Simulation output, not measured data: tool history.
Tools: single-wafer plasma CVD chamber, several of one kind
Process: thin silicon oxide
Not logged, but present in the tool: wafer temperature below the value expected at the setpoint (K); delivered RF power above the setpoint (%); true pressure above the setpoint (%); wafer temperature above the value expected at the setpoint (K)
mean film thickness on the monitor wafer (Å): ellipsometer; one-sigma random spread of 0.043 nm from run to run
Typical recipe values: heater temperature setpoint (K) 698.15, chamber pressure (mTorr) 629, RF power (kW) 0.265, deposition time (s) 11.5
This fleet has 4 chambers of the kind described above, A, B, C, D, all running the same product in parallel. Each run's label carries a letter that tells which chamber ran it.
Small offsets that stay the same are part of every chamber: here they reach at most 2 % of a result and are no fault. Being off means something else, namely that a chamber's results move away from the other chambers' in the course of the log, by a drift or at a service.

run,hour,heater temperature setpoint (K),chamber pressure (mTorr),RF power (kW),deposition time (s),hours since the last thermocouple change,hours since the last RF generator calibration,hours since the last manometer calibration,"read-back reference wafer on the same gauge, thickness_nm",mean film thickness on the monitor wafer (Å)
1A,6.8,698.15,629,0.265,11.5,32.1,510.8,1274.8,15.105,151.06
2B,12.1,698.15,629,0.265,11.5,653.8,796.6,813.5,15.102,153.85
3D,16.8,698.15,629,0.265,11.5,872.8,855.4,193.0,15.105,153.21
4C,24.6,698.15,629,0.265,11.5,927.8,673.8,1152.7,15.095,153.56
5C,28.7,698.15,629,0.265,11.5,931.9,677.9,1156.8,15.100,153.41
6D,35.6,698.15,629,0.265,11.5,891.6,874.2,211.8,15.102,153.30
7B,42.8,698.15,629,0.265,11.5,684.5,827.3,844.2,15.114,153.73
8A,49.0,692.15,777,0.265,11.5,74.3,553.0,1317.0,15.093,189.36
9C,53.5,692.15,777,0.265,11.5,956.7,702.7,1181.6,15.103,191.57
10B,58.6,692.15,777,0.265,11.5,700.3,843.1,860.0,15.105,192.60
# hour 59.8: chamber B: capacitance manometer re-zeroed and calibrated
11A,64.2,692.15,777,0.265,11.5,89.5,568.2,1332.2,15.100,189.96
12D,70.6,698.15,629,0.265,11.5,926.6,909.2,246.8,15.094,154.51
13B,74.9,698.15,629,0.265,11.5,716.6,859.4,15.2,15.112,159.81
14C,79.6,698.15,629,0.265,11.5,982.8,728.8,1207.7,15.103,153.36
15D,85.4,698.15,629,0.265,11.5,941.4,924.0,261.6,15.104,152.61
16A,93.8,698.15,539,0.265,11.5,119.1,597.8,1361.8,15.096,127.39
17C,98.7,698.15,539,0.265,11.5,1001.9,747.9,1226.8,15.110,130.33
18B,106.0,698.15,539,0.265,11.5,747.7,890.5,46.3,15.105,134.13
19D,114.6,698.15,539,0.265,11.5,970.6,953.2,290.8,15.110,130.41
20A,119.1,698.15,629,0.265,11.5,144.4,623.1,1387.1,15.099,151.88
# hour 122.3: chamber D: RF generator calibrated
21C,127.9,698.15,629,0.265,11.5,1031.1,777.1,1256.0,15.111,153.17
22B,134.6,698.15,629,0.265,11.5,776.3,919.1,74.9,15.101,159.07
23A,143.4,698.15,629,0.265,11.5,168.7,647.4,1411.4,15.096,151.82
24D,149.7,698.15,629,0.265,11.5,1005.7,27.4,325.9,15.088,154.14

All 4 chambers run these settings next. Forecast each chamber's results:
25A,156.3,686.15,629,0.265,11.5,,,,,?
25B,156.3,686.15,629,0.265,11.5,,,,,?
25C,156.3,686.15,629,0.265,11.5,,,,,?
25D,156.3,686.15,629,0.265,11.5,,,,,?

run,mean film thickness on the monitor wafer (Å)
25A,153.22
25B,160.74
25C,154.60
25D,155.29
